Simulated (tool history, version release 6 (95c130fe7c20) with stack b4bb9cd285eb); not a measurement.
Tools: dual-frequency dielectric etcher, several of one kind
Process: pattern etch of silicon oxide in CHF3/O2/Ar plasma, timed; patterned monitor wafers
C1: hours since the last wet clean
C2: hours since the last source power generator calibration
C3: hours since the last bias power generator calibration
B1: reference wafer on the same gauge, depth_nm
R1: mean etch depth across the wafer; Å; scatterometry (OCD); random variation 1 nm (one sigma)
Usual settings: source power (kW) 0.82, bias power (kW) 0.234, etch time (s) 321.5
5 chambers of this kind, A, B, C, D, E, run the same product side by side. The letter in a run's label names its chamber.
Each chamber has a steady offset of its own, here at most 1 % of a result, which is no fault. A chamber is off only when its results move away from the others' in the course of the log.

Run 1C, hour 8.9: usual settings; C1 82.1; C2 419.9; C3 1444.9; B1 700.05. Result: R1 7757.2 Å.
Run 2A, hour 17: usual settings; C1 26; C2 58.8; C3 3763.2; B1 699.79. Result: R1 7832.2 Å.
Run 3D, hour 23: usual settings; C1 298.6; C2 1431.4; C3 203.5; B1 699.89. Result: R1 7793.8 Å.
Run 4E, hour 30.2: usual settings; C1 160.8; C2 320.5; C3 3219.2; B1 699.89. Result: R1 7823.6 Å.
Run 5B, hour 39.3: usual settings; C1 422.9; C2 733.6; C3 257.6; B1 699.28. Result: R1 7771.7 Å.
Run 6B, hour 47.3: usual settings; C1 430.9; C2 741.6; C3 265.6; B1 699.38. Result: R1 7778.7 Å.
Run 7A, hour 55.9: usual settings; C1 64.9; C2 97.7; C3 3802.1; B1 699.13. Result: R1 7828.6 Å.
Run 8C, hour 60.7: usual settings but etch time (s) 394.5; C1 133.9; C2 471.7; C3 1496.7; B1 699.25. Result: R1 9535.2 Å.
Run 9D, hour 65.5: usual settings but etch time (s) 394.5; C1 341.1; C2 1473.9; C3 246; B1 699.23. Result: R1 9531 Å.
Run 10E, hour 70.8: usual settings but etch time (s) 394.5; C1 201.4; C2 361.1; C3 3259.8; B1 699.1. Result: R1 9615.4 Å.
Run 11E, hour 77.2: usual settings but etch time (s) 394.5; C1 207.8; C2 367.5; C3 3266.2; B1 699. Result: R1 9621.6 Å.
Run 12D, hour 85: usual settings but etch time (s) 394.5; C1 360.6; C2 1493.4; C3 265.5; B1 698.78. Result: R1 9521.7 Å.
Run 13C, hour 92.5: usual settings but etch time (s) 377.5; C1 165.7; C2 503.5; C3 1528.5; B1 698.88. Result: R1 9124.1 Å.
Run 14B, hour 100.4: usual settings but etch time (s) 377.5; C1 484; C2 794.7; C3 318.7; B1 698.7. Result: R1 9114.4 Å.
Run 15A, hour 109.5: usual settings but etch time (s) 377.5; C1 118.5; C2 151.3; C3 3855.7; B1 698.29. Result: R1 9164.1 Å.
Run 16E, hour 114.9: usual settings but etch time (s) 377.5; C1 245.5; C2 405.2; C3 3303.9; B1 698.53. Result: R1 9210.8 Å.
Run 17A, hour 123.4: usual settings but etch time (s) 377.5; C1 132.4; C2 165.2; C3 3869.6; B1 698.53. Result: R1 9180.3 Å.
Run 18C, hour 129.3: usual settings; C1 202.5; C2 540.3; C3 1565.3; B1 698.24. Result: R1 7753 Å.
Run 19B, hour 134.3: usual settings; C1 517.9; C2 828.6; C3 352.6; B1 698.22. Result: R1 7748.9 Å.
Run 20D, hour 139.4: usual settings; C1 415; C2 1547.8; C3 319.9; B1 698.07. Result: R1 7754.6 Å.
Run 21D, hour 147: usual settings; C1 422.6; C2 1555.4; C3 327.5; B1 697.96. Result: R1 7755.3 Å.
Run 22B, hour 154.4: usual settings; C1 538; C2 848.7; C3 372.7; B1 698.03. Result: R1 7757.6 Å.
Run 23C, hour 162.2: usual settings; C1 235.4; C2 573.2; C3 1598.2; B1 697.85. Result: R1 7765.1 Å.
Run 24A, hour 168.8: usual settings but source power (kW) 0.67; C1 177.8; C2 210.6; C3 3915; B1 697.77. Result: R1 7236.6 Å.
Run 25E, hour 177.3: usual settings but source power (kW) 0.67; C1 307.9; C2 467.6; C3 3366.3; B1 697.74. Result: R1 7246.1 Å.
Run 26A, hour 183.7: usual settings but source power (kW) 0.67; C1 192.7; C2 225.5; C3 3929.9; B1 697.47. Result: R1 7240.8 Å.
Run 27E, hour 190.2: usual settings but source power (kW) 0.67; C1 320.8; C2 480.5; C3 3379.2; B1 697.58. Result: R1 7222.4 Å.
Run 28B, hour 197.9: usual settings but source power (kW) 0.67; C1 581.5; C2 892.2; C3 416.2; B1 697.3. Result: R1 7180.1 Å.
Run 29D, hour 207.2: usual settings; C1 482.8; C2 1615.6; C3 387.7; B1 697.43. Result: R1 7733.1 Å.
Run 30C, hour 212.4: usual settings; C1 285.6; C2 623.4; C3 1648.4; B1 697. Result: R1 7742.9 Å.
Run 31B, hour 218.3: usual settings; C1 601.9; C2 912.6; C3 436.6; B1 697.27. Result: R1 7751.7 Å.
Run 32E, hour 224.7: usual settings; C1 355.3; C2 515; C3 3413.7; B1 697.16. Result: R1 7819.9 Å.
Run 33A, hour 229.7: usual settings; C1 238.7; C2 271.5; C3 3975.9; B1 696.72. Result: R1 7793.6 Å.
Run 34C, hour 235.7: usual settings; C1 308.9; C2 646.7; C3 1671.7; B1 696.91. Result: R1 7755.4 Å.
Run 35D, hour 244.5: usual settings; C1 520.1; C2 1652.9; C3 425; B1 696.93. Result: R1 7740.3 Å.
Run 36E, hour 250: usual settings; C1 380.6; C2 540.3; C3 3439; B1 696.64. Result: R1 7809.4 Å.
Run 37C, hour 256.7: usual settings; C1 329.9; C2 667.7; C3 1692.7; B1 696.74. Result: R1 7749.9 Å.
At hour 264: chamber D: wet clean of the chamber.
Run 38D, hour 265.3: usual settings but etch time (s) 236; C1 1.3; C2 1673.7; C3 445.8; B1 696.52. Result: R1 5683.3 Å.
Run 39A, hour 273.9: usual settings but etch time (s) 236; C1 282.9; C2 315.7; C3 4020.1; B1 696.45. Result: R1 5724.3 Å.

Next, every chamber runs the same settings. What will each give?
Run 40A, hour 280.7: usual settings. Result: R1 ?.
Run 40B, hour 280.7: usual settings. Result: R1 ?.
Run 40C, hour 280.7: usual settings. Result: R1 ?.
Run 40D, hour 280.7: usual settings. Result: R1 ?.
Run 40E, hour 280.7: usual settings. Result: R1 ?.

run      R1
40A  7779.7
40B  7742.6
40C  7738.6
40D    7759
40E  7801.2

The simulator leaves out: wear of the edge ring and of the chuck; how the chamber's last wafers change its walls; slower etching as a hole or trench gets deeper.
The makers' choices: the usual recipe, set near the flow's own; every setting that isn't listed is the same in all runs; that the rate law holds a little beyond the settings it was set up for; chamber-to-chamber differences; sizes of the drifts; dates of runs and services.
